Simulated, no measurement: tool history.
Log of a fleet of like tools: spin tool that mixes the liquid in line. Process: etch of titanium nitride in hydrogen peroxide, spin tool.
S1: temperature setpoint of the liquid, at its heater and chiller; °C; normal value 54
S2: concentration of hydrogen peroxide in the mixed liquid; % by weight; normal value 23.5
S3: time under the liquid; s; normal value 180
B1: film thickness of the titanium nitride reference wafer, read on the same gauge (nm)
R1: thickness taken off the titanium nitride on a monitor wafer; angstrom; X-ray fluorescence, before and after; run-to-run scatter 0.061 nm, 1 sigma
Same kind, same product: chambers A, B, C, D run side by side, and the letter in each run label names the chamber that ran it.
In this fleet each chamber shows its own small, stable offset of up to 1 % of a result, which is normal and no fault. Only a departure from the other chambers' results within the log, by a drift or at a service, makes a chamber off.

run   hour  S1    S2   S3      B1       R1
 1B    8.2  54  23.5  180  130.02   61.847
      12.3  -- chamber D: heated supply line repaired
 2D   14.8  54  23.5  180  130.03   61.565
 3A   21.8  54  23.5  180  130.00   61.775
 4C   27.8  54  23.5  180  130.04   60.802
 5D   33.0  54  23.5  180  130.07   60.770
 6B   37.1  46  23.5  105  129.97   20.537
 7A   41.2  46  23.5  105  130.01   20.195
 8C   47.1  46  23.5  105  130.03   20.141
 9D   55.3  46  23.5  105  130.01   20.206
10C   61.8  57  23.5  250  130.04  104.040
11A   69.8  57  23.5  250  129.98  106.170
12B   77.5  57  23.5  250  129.99  105.690
13C   84.9  57  23.5  250  130.01  103.390
14A   90.0  54  23.5  180  130.02   61.739
15D   95.4  54  23.5  180  129.94   61.865
16B  100.0  54  23.5  180  130.02   62.874
17C  106.7  54  23.5  180  130.00   61.178
18A  111.7  54  23.5  180  129.98   62.262
19B  118.1  54  23.5  180  130.03   61.296
20D  126.5  46  23.5  215  130.02   42.778
21B  134.5  46  23.5  215  130.00   42.223
22D  139.1  46  23.5  215  130.04   43.455
23A  143.6  46  23.5  215  130.02   40.483
24C  148.9  54  23.5  180  130.01   61.309
25D  154.4  54  23.5  180  130.01   64.397
26A  160.0  54  23.5  180  130.00   61.151
27B  164.7  54  23.5  180  129.94   62.903
28C  171.2  54  23.5  180  129.97   62.953
29D  177.7  54  23.5  180  129.97   64.715
30C  183.4  54  23.5  180  129.99   61.141
31A  188.1  54  23.5  180  130.05   60.502
32B  196.7  54  23.5  180  129.99   62.329
     199.8  -- chamber A: peroxide flow meter replaced
33A  204.9  54  23.5  180  130.03   61.092
34D  209.7  54  23.5  180  130.01   66.468
35B  218.2  54  23.5  180  130.00   62.290
36C  225.7  54  23.5  180  130.04   61.197
37B  231.2  54  23.5  180  129.99   62.329
38D  237.2  54  23.5  180  129.98   67.045

All chambers now run identical settings, listed one chamber a line with results as question marks. What results will each chamber show?
39A  243.4  54  23.5  215       ?
39B  243.4  54  23.5  215       ?
39C  243.4  54  23.5  215       ?
39D  243.4  54  23.5  215       ?

run      R1
39A  72.932
39B  75.342
39C  73.282
39D  80.568

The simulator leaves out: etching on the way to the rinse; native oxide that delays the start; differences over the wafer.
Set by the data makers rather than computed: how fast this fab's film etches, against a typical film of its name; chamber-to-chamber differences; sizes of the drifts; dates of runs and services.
